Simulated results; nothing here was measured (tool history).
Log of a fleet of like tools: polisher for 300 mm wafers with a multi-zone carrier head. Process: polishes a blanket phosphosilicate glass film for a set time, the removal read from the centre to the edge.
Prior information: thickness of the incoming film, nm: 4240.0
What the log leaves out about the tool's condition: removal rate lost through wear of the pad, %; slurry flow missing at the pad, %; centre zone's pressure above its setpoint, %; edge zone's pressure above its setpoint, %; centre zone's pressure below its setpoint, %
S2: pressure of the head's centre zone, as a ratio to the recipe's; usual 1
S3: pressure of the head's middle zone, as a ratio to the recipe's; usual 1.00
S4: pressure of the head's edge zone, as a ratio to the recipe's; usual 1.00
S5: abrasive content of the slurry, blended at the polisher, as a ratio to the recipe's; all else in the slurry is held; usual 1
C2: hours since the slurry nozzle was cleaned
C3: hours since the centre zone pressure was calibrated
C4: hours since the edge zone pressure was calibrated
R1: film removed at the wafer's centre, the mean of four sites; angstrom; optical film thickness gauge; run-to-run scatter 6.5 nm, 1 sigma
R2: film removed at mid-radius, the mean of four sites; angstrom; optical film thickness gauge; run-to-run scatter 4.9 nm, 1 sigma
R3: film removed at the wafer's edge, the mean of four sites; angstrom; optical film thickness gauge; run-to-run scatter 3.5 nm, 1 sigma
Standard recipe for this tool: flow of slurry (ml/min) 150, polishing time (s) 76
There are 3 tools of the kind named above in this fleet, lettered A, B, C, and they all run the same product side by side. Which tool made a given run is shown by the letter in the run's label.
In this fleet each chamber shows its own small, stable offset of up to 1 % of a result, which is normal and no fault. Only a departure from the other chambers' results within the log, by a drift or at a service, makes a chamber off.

{"day": 0.088, "done": "chamber B: worn pad replaced by a new one"}
{"run": "1B", "day": 0.471, "flow of slurry (ml/min)": 150, "S2": 1, "S3": 1.0, "S4": 1.0, "S5": 1, "polishing time (s)": 76, "wafers polished on this pad": 107, "C2": 171.2, "C3": 599.6, "C4": 349.6, "R1": 5019.1, "R2": 4960.7, "R3": 4991.3}
{"day": 0.567, "done": "chamber A: worn pad replaced by a new one"}
{"run": "2A", "day": 0.954, "flow of slurry (ml/min)": 150, "S2": 1, "S3": 1.0, "S4": 1.0, "S5": 1, "polishing time (s)": 76, "wafers polished on this pad": 109, "C2": 479.9, "C3": 1197.7, "C4": 1427.0, "R1": 5001.9, "R2": 4980.5, "R3": 5046.5}
{"day": 1.062, "done": "chamber C: worn pad replaced by a new one"}
{"run": "3C", "day": 1.238, "flow of slurry (ml/min)": 150, "S2": 1, "S3": 1.0, "S4": 1.0, "S5": 1, "polishing time (s)": 76, "wafers polished on this pad": 50, "C2": 181.4, "C3": 1398.8, "C4": 932.5, "R1": 5086.7, "R2": 5076.4, "R3": 5011.5}
{"run": "4A", "day": 1.633, "flow of slurry (ml/min)": 150, "S2": 1, "S3": 1.0, "S4": 1.0, "S5": 1, "polishing time (s)": 76, "wafers polished on this pad": 299, "C2": 496.2, "C3": 1214.0, "C4": 1443.3, "R1": 4915.5, "R2": 5032.6, "R3": 5063.6}
{"run": "5C", "day": 1.858, "flow of slurry (ml/min)": 150, "S2": 1, "S3": 1.0, "S4": 1.0, "S5": 1, "polishing time (s)": 76, "wafers polished on this pad": 224, "C2": 196.3, "C3": 1413.7, "C4": 947.4, "R1": 5003.4, "R2": 5137.4, "R3": 4995.4}
{"day": 2.054, "done": "chamber C: centre zone pressure recalibrated"}
{"run": "6B", "day": 2.133, "flow of slurry (ml/min)": 150, "S2": 1, "S3": 1.0, "S4": 1.0, "S5": 1, "polishing time (s)": 76, "wafers polished on this pad": 574, "C2": 211.1, "C3": 639.5, "C4": 389.5, "R1": 4986.9, "R2": 5042.8, "R3": 5041.7}
{"day": 2.183, "done": "chamber A: edge zone pressure recalibrated"}
{"run": "7B", "day": 2.475, "flow of slurry (ml/min)": 150, "S2": 1, "S3": 1.0, "S4": 1.0, "S5": 1, "polishing time (s)": 76, "wafers polished on this pad": 670, "C2": 219.3, "C3": 647.7, "C4": 397.7, "R1": 5094.4, "R2": 5008.2, "R3": 5025.4}
{"day": 2.804, "done": "chamber A: worn pad replaced by a new one"}
{"run": "8A", "day": 2.829, "flow of slurry (ml/min)": 150, "S2": 1, "S3": 1.0, "S4": 1.0, "S5": 1, "polishing time (s)": 76, "wafers polished on this pad": 7, "C2": 524.9, "C3": 1242.7, "C4": 15.6, "R1": 5008.7, "R2": 5028.5, "R3": 5038.1}
{"run": "9C", "day": 3.15, "flow of slurry (ml/min)": 150, "S2": 1, "S3": 1.0, "S4": 1.0, "S5": 1, "polishing time (s)": 76, "wafers polished on this pad": 587, "C2": 227.3, "C3": 26.3, "C4": 978.4, "R1": 4919.3, "R2": 5008.9, "R3": 4989.2}
{"run": "10B", "day": 3.375, "flow of slurry (ml/min)": 150, "S2": 1, "S3": 1.0, "S4": 1.0, "S5": 1, "polishing time (s)": 76, "wafers polished on this pad": 923, "C2": 240.9, "C3": 669.3, "C4": 419.3, "R1": 4923.7, "R2": 5029.9, "R3": 5044.0}
{"day": 3.488, "done": "chamber B: worn pad replaced by a new one"}
{"day": 3.675, "done": "chamber A: slurry nozzle cleaned"}
{"run": "11A", "day": 3.862, "flow of slurry (ml/min)": 150, "S2": 1, "S3": 1.0, "S4": 1.0, "S5": 1, "polishing time (s)": 76, "wafers polished on this pad": 298, "C2": 4.6, "C3": 1267.5, "C4": 40.4, "R1": 5051.6, "R2": 5063.9, "R3": 5059.4}
{"run": "12C", "day": 4.212, "flow of slurry (ml/min)": 150, "S2": 1, "S3": 0.89, "S4": 0.95, "S5": 1, "polishing time (s)": 76, "wafers polished on this pad": 885, "C2": 252.8, "C3": 51.8, "C4": 1003.9, "R1": 5071.8, "R2": 4451.8, "R3": 4905.5}
{"run": "13A", "day": 4.558, "flow of slurry (ml/min)": 150, "S2": 1, "S3": 0.89, "S4": 0.95, "S5": 1, "polishing time (s)": 76, "wafers polished on this pad": 493, "C2": 21.3, "C3": 1284.2, "C4": 57.1, "R1": 5049.4, "R2": 4618.8, "R3": 4912.0}
{"run": "14B", "day": 4.996, "flow of slurry (ml/min)": 150, "S2": 1, "S3": 0.89, "S4": 0.95, "S5": 1, "polishing time (s)": 76, "wafers polished on this pad": 424, "C2": 279.8, "C3": 708.2, "C4": 458.2, "R1": 4836.4, "R2": 4451.0, "R3": 4921.2}
{"day": 5.225, "done": "chamber C: worn pad replaced by a new one"}
{"run": "15C", "day": 5.325, "flow of slurry (ml/min)": 150, "S2": 1, "S3": 1.0, "S4": 1.0, "S5": 1, "polishing time (s)": 76, "wafers polished on this pad": 28, "C2": 279.5, "C3": 78.5, "C4": 1030.6, "R1": 4963.4, "R2": 5044.5, "R3": 4951.1}
{"day": 5.354, "done": "chamber A: worn pad replaced by a new one"}
{"run": "16A", "day": 5.567, "flow of slurry (ml/min)": 150, "S2": 1, "S3": 1.0, "S4": 1.0, "S5": 1, "polishing time (s)": 76, "wafers polished on this pad": 60, "C2": 45.5, "C3": 1308.4, "C4": 81.3, "R1": 5073.1, "R2": 5028.8, "R3": 5000.4}
{"run": "17C", "day": 6.004, "flow of slurry (ml/min)": 150, "S2": 1, "S3": 1.0, "S4": 1.0, "S5": 1, "polishing time (s)": 76, "wafers polished on this pad": 219, "C2": 295.8, "C3": 94.8, "C4": 1046.9, "R1": 5058.6, "R2": 4990.8, "R3": 4997.1}
{"run": "18B", "day": 6.4, "flow of slurry (ml/min)": 150, "S2": 1, "S3": 1.04, "S4": 1.0, "S5": 1, "polishing time (s)": 76, "wafers polished on this pad": 818, "C2": 313.5, "C3": 741.9, "C4": 491.9, "R1": 4597.1, "R2": 5131.2, "R3": 4990.1}
{"day": 6.458, "done": "chamber B: worn pad replaced by a new one"}
{"run": "19B", "day": 6.688, "flow of slurry (ml/min)": 150, "S2": 1, "S3": 1.04, "S4": 1.0, "S5": 1, "polishing time (s)": 76, "wafers polished on this pad": 64, "C2": 320.4, "C3": 748.8, "C4": 498.8, "R1": 4536.9, "R2": 5234.7, "R3": 5016.3}
{"run": "20A", "day": 7.062, "flow of slurry (ml/min)": 150, "S2": 1, "S3": 1.04, "S4": 1.0, "S5": 1, "polishing time (s)": 76, "wafers polished on this pad": 480, "C2": 81.4, "C3": 1344.3, "C4": 117.2, "R1": 5017.7, "R2": 5269.0, "R3": 5028.2}
{"run": "21C", "day": 7.354, "flow of slurry (ml/min)": 150, "S2": 1, "S3": 1.0, "S4": 1.0, "S5": 1, "polishing time (s)": 76, "wafers polished on this pad": 598, "C2": 328.2, "C3": 127.2, "C4": 1079.3, "R1": 4935.0, "R2": 5002.0, "R3": 4969.9}
{"day": 7.729, "done": "chamber B: slurry nozzle cleaned"}
{"run": "22C", "day": 7.821, "flow of slurry (ml/min)": 150, "S2": 1, "S3": 1.0, "S4": 1.0, "S5": 1, "polishing time (s)": 76, "wafers polished on this pad": 729, "C2": 339.4, "C3": 138.4, "C4": 1090.5, "R1": 4926.5, "R2": 5072.6, "R3": 5017.1}
{"run": "23B", "day": 8.179, "flow of slurry (ml/min)": 150, "S2": 1, "S3": 1.05, "S4": 0.95, "S5": 1, "polishing time (s)": 76, "wafers polished on this pad": 483, "C2": 10.9, "C3": 784.6, "C4": 534.6, "R1": 4403.8, "R2": 5236.0, "R3": 4877.1}

All 3 chambers run these settings next. Forecast each chamber's results:
{"run": "24A", "day": 8.533, "flow of slurry (ml/min)": 150, "S2": 1, "S3": 1.0, "S4": 1.0, "S5": 1, "polishing time (s)": 76, "R1": "?", "R2": "?", "R3": "?"}
{"run": "24B", "day": 8.533, "flow of slurry (ml/min)": 150, "S2": 1, "S3": 1.0, "S4": 1.0, "S5": 1, "polishing time (s)": 76, "R1": "?", "R2": "?", "R3": "?"}
{"run": "24C", "day": 8.533, "flow of slurry (ml/min)": 150, "S2": 1, "S3": 1.0, "S4": 1.0, "S5": 1, "polishing time (s)": 76, "R1": "?", "R2": "?", "R3": "?"}

run=24A R1=5047.6 R2=5042.7 R3=5018.8
run=24B R1=4369.0 R2=4932.5 R3=5029.6
run=24C R1=5012.2 R2=5096.2 R3=4998.8

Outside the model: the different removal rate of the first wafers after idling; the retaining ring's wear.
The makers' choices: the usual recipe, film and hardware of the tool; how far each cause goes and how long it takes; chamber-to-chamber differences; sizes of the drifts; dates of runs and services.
